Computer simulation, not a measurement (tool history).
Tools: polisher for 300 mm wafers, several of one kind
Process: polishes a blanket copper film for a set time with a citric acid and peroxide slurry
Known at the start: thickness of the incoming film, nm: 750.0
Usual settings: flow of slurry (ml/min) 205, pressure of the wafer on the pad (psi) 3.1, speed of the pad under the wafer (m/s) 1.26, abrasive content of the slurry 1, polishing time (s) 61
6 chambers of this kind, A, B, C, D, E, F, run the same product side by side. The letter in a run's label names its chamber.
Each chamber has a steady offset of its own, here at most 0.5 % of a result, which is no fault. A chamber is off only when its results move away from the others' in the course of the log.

run,hour,flow of slurry (ml/min),pressure of the wafer on the pad (psi),speed of the pad under the wafer (m/s),abrasive content of the slurry,polishing time (s),wafers polished on this pad,hours since the slurry nozzle was cleaned,hours since the head pressure was calibrated,hours since the slurry blender was calibrated,film removed (Å)
# hour 3: chamber A: worn pad replaced by a new one
# hour 7.2: chamber C: worn pad replaced by a new one
1C,9.4,205,3.1,1.26,1,61,25,133.8,573.7,196.2,1993.6
# hour 19: chamber E: worn pad replaced by a new one
2E,20.1,205,3.1,1.26,1,61,13,52.6,249.2,55,1991.6
# hour 29.2: chamber B: worn pad replaced by a new one
3F,30.7,205,3.1,1.26,1,61,894,677.6,73,102.1,1994.3
# hour 37: chamber F: worn pad replaced by a new one
4B,42.8,205,3.1,1.26,1,61,151,218.5,328.3,178,2011.7
# hour 45.9: chamber A: slurry blender recalibrated
5D,49,205,3.1,1.26,1,61,967,700.9,533.3,84.9,1961.3
# hour 49.1: chamber C: head pressure recalibrated
# hour 53.2: chamber E: head pressure recalibrated
6A,54.7,205,3.1,1.26,1,61,576,123.8,205.5,8.8,2009.5
7C,64.9,205,3.1,1.26,1,61,643,189.3,15.9,251.7,1994.9
8A,72.5,205,3.1,1.26,1,61,774,141.6,223.3,26.6,1979.2
# hour 74.2: chamber D: worn pad replaced by a new one
# hour 81.4: chamber B: slurry blender recalibrated
9B,84.8,205,3.1,1.26,1,61,619,260.5,370.3,3.5,1989.1
# hour 89.5: chamber A: worn pad replaced by a new one
10D,90.8,205,3.1,1.26,1,61,185,742.7,575.1,126.7,2014.7
# hour 91.1: chamber C: worn pad replaced by a new one
# hour 102: chamber E: worn pad replaced by a new one
11E,102.9,205,3.1,1.26,1,61,10,135.4,49.8,137.8,2030.3
12F,108.3,205,3.1,1.26,1,61,794,755.2,150.6,179.7,1978.6
13C,117.2,205,3.1,1.26,1,61,291,241.6,68.2,304,1983.4
# hour 118.4: chamber B: worn pad replaced by a new one
# hour 121.3: chamber F: slurry blender recalibrated
# hour 123.1: chamber D: head pressure recalibrated
14B,124.5,205,3.1,1.26,1,61,68,300.2,410,43.2,1989.5
# hour 129.3: chamber F: worn pad replaced by a new one
15D,135.6,205,3.1,1.26,1,61,684,787.5,12.6,171.5,1992.5
16F,145.1,205,3.1,1.26,1,61,176,792,187.4,23.8,2024.3
# hour 147.3: chamber F: slurry nozzle cleaned
# hour 152.5: chamber D: slurry blender recalibrated
17E,152.8,205,3.1,1.26,1,61,565,185.3,99.7,187.7,2026.3
# hour 155.6: chamber A: worn pad replaced by a new one
18A,161.5,205,3.1,1.26,1,61,66,230.6,312.3,115.6,2026.3
# hour 168.9: chamber E: worn pad replaced by a new one
19B,171.8,205,3.1,1.26,1,61,594,347.5,457.3,90.5,2001.4
# hour 175.9: chamber C: worn pad replaced by a new one
# hour 177.5: chamber D: worn pad replaced by a new one
20D,179.1,205,3.1,1.26,1,61,18,831,56.1,26.6,1998.9
21E,187.6,205,3.1,1.26,1,61,209,220.1,134.5,222.5,1993.4
# hour 198.1: chamber A: head pressure recalibrated
22C,198.8,205,3.1,1.26,1,61,254,323.2,149.8,385.6,1989.1
# hour 201: chamber F: worn pad replaced by a new one
# hour 209.4: chamber B: worn pad replaced by a new one
23F,209.8,205,3.1,1.26,1,61,98,62.6,252.1,88.5,1991
24A,216,205,3.1,1.26,1,61,673,285.1,17.9,170.1,1821.6
25E,224.9,205,2.3,1.26,1,61,624,257.4,171.8,259.8,1486.5
# hour 225.4: chamber B: head pressure recalibrated
# hour 226.6: chamber A: worn pad replaced by a new one
26B,231.6,205,2.3,1.26,1,61,247,407.3,6.2,150.3,1493.8
# hour 239: chamber E: worn pad replaced by a new one
# hour 244.1: chamber C: slurry blender recalibrated
27D,244.1,205,2.3,1.26,1,61,741,896,121.1,91.6,1464.7
# hour 249.7: chamber B: slurry nozzle cleaned
28C,251.6,205,2.3,1.26,1,61,842,376,202.6,7.5,1511.1
# hour 257.7: chamber D: slurry nozzle cleaned
29A,261.6,205,2.3,1.26,1,61,390,330.7,63.5,215.7,1357.9
30F,268.6,205,2.3,1.26,1,61,752,121.4,310.9,147.3,1500.3
# hour 268.7: chamber C: worn pad replaced by a new one
# hour 275.7: chamber F: worn pad replaced by a new one
31D,278.3,205,3.1,1.26,1,61,1122,20.7,155.3,125.8,1989.4
32E,285.9,205,3.1,1.26,1,61,523,318.4,232.8,320.8,1984.5
33A,296.1,205,3.7,1.26,1.1,61,774,365.2,98,250.2,2201.8
# hour 300.1: chamber B: worn pad replaced by a new one
34B,307.7,205,3.7,1.26,1.1,61,85,58.1,82.3,226.4,2418.9
# hour 308.2: chamber F: slurry blender recalibrated
# hour 312.6: chamber E: slurry blender recalibrated
# hour 314.8: chamber E: worn pad replaced by a new one
35C,316.5,205,3.7,1.26,1.1,61,532,440.9,267.5,72.4,2424.2
# hour 322.3: chamber C: slurry nozzle cleaned
36F,323.3,205,3.7,1.26,1.1,61,530,176.1,365.6,15.2,2424
37E,330.7,205,3.7,1.26,1.1,61,178,363.2,277.6,18.1,2388.6
# hour 340: chamber B: slurry blender recalibrated
38C,342.7,205,3.7,1.26,1.1,61,824,20.5,293.7,98.6,2431.7
# hour 348.1: chamber F: worn pad replaced by a new one
39F,348.8,205,3.1,1.26,1,61,8,201.6,391.1,40.7,2022.6
40B,360.5,205,3.1,1.26,1,61,673,110.9,135.1,20.6,1988.5

Is one chamber off against the others, does the gauge drift, or is nothing wrong? If a chamber is off, say which, and what the likeliest cause is.

A service left chamber A off against the others.
Cause: head's pressure below its setpoint, % = 9.19.

Here are 4 candidates for chamber A's next run, each the usual settings with a change, their results left as question marks. Which one brings its results back in line with what the others give on the usual settings?
In line means no further than this from the other chambers' mean on the usual settings: film removed (Å) 58
41A-1,369.5,205,3.1,0.98,0.95,61,,,,,?
41A-2,369.5,205,3.1,1.26,1,69,,,,,?
41A-3,369.5,205,4.1,1.26,1,61,,,,,?
41A-4,369.5,205,2.9,1.18,1,61,,,,,?

The other chambers' mean on the usual settings: film removed (Å) 1998.5
run,film removed (Å)
41A-1,1372.2
41A-2,2010.7
41A-3,2334.2
41A-4,1561.9
41A-2 brings the chamber back in line.
